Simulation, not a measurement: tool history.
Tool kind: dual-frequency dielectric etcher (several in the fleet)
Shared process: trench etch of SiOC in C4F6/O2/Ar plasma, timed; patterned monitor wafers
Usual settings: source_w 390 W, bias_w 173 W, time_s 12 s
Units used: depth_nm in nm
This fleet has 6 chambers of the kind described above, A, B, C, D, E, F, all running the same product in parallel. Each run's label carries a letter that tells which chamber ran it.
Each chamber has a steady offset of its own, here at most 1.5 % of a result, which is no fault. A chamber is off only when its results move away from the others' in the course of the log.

run	hour	source_w	bias_w	time_s	hours since the last wet clean	hours since the last source power generator calibration	hours since the last bias power generator calibration	read-back reference wafer on the same gauge, depth_nm	depth_nm
1A	12.3	390	173	12	177.7	1478.5	76.8	21.103	24.439
2D	22.6	390	173	12	462.9	817.5	1960.8	21.109	24.261
3B	32.4	390	173	12	68.9	1129.5	481.7	21.102	24.424
4F	41.7	390	173	12	100.6	1542.3	2418.7	21.109	24.348
5E	51.2	390	173	12	218.2	2583.5	303.8	21.112	24.344
# hour 60.7: chamber D: wet clean of the chamber
6C	64.5	390	173	12	594.1	1292.4	2959.1	21.113	24.149
7C	75.3	390	153	10.5	604.9	1303.2	2969.9	21.121	20.324
8D	84.5	390	153	10.5	23.8	879.4	2022.7	21.126	20.462
9A	94	390	153	10.5	259.4	1560.2	158.5	21.126	20.555
10F	108.2	390	153	10.5	167.1	1608.8	2485.2	21.122	20.573
11E	115.3	390	153	10.5	282.3	2647.6	367.9	21.128	20.467
12B	126.4	390	153	10.5	162.9	1223.5	575.7	21.131	20.636
13B	135.2	390	173	12	171.7	1232.3	584.5	21.13	24.429
14A	143.1	390	173	12	308.5	1609.3	207.6	21.139	24.419
15C	155.8	390	173	12	685.4	1383.7	3050.4	21.133	24.185
# hour 161.8: chamber C: wet clean of the chamber
# hour 167.4: chamber E: wet clean of the chamber
16E	169.3	390	173	12	1.9	2701.6	421.9	21.139	24.358
17F	175.5	390	136	10	234.4	1676.1	2552.5	21.142	18.844
18D	182.3	390	136	10	121.6	977.2	2120.5	21.137	18.805
19B	195.3	390	136	10	231.8	1292.4	644.6	21.152	18.888
20A	205.1	390	136	10	370.5	1671.3	269.6	21.149	18.918
21D	217.7	390	136	10	157	1012.6	2155.9	21.156	18.778
22E	225.4	390	136	10	58	2757.7	478	21.158	18.836
23F	236.4	390	173	12	295.3	1737	2613.4	21.156	24.423
24C	248.1	390	173	12	86.3	1476	3142.7	21.163	24.172
25D	257.4	390	173	12	196.7	1052.3	2195.6	21.159	24.314
26B	270.3	390	173	12	306.8	1367.4	719.6	21.166	24.46
27F	280.9	390	173	12	339.8	1781.5	2657.9	21.166	24.492
28C	294	390	173	12	132.2	1521.9	3188.6	21.168	24.167
29E	304.5	390	173	12	137.1	2836.8	557.1	21.172	24.436
30A	310.8	390	173	12	476.2	1777	375.3	21.166	24.456
# hour 321.2: chamber A: wet clean of the chamber
31D	323.5	390	173	12	262.8	1118.4	2261.7	21.172	24.355
32E	332.5	390	173	12	165.1	2864.8	585.1	21.18	24.44
33C	340.6	390	173	12	178.8	1568.5	3235.2	21.175	24.221
# hour 348.1: chamber F: bias power generator calibrated
34A	351.4	450	173	12	30.2	1817.6	415.9	21.18	25.859
35B	365.1	450	173	12	401.6	1462.2	814.4	21.184	25.932
36F	379.3	450	173	12	438.2	1879.9	31.2	21.195	25.933
37B	393.1	450	173	12	429.6	1490.2	842.4	21.194	25.907
38E	401.8	450	173	12	234.4	2934.1	654.4	21.188	25.8

Each of the 6 chambers runs these same settings next. Fill in every chamber's results:
39A	412	390	173	12					?
39B	412	390	173	12					?
39C	412	390	173	12					?
39D	412	390	173	12					?
39E	412	390	173	12					?
39F	412	390	173	12					?

run	depth_nm
39A	24.49
39B	24.503
39C	24.204
39D	24.38
39E	24.384
39F	24.484
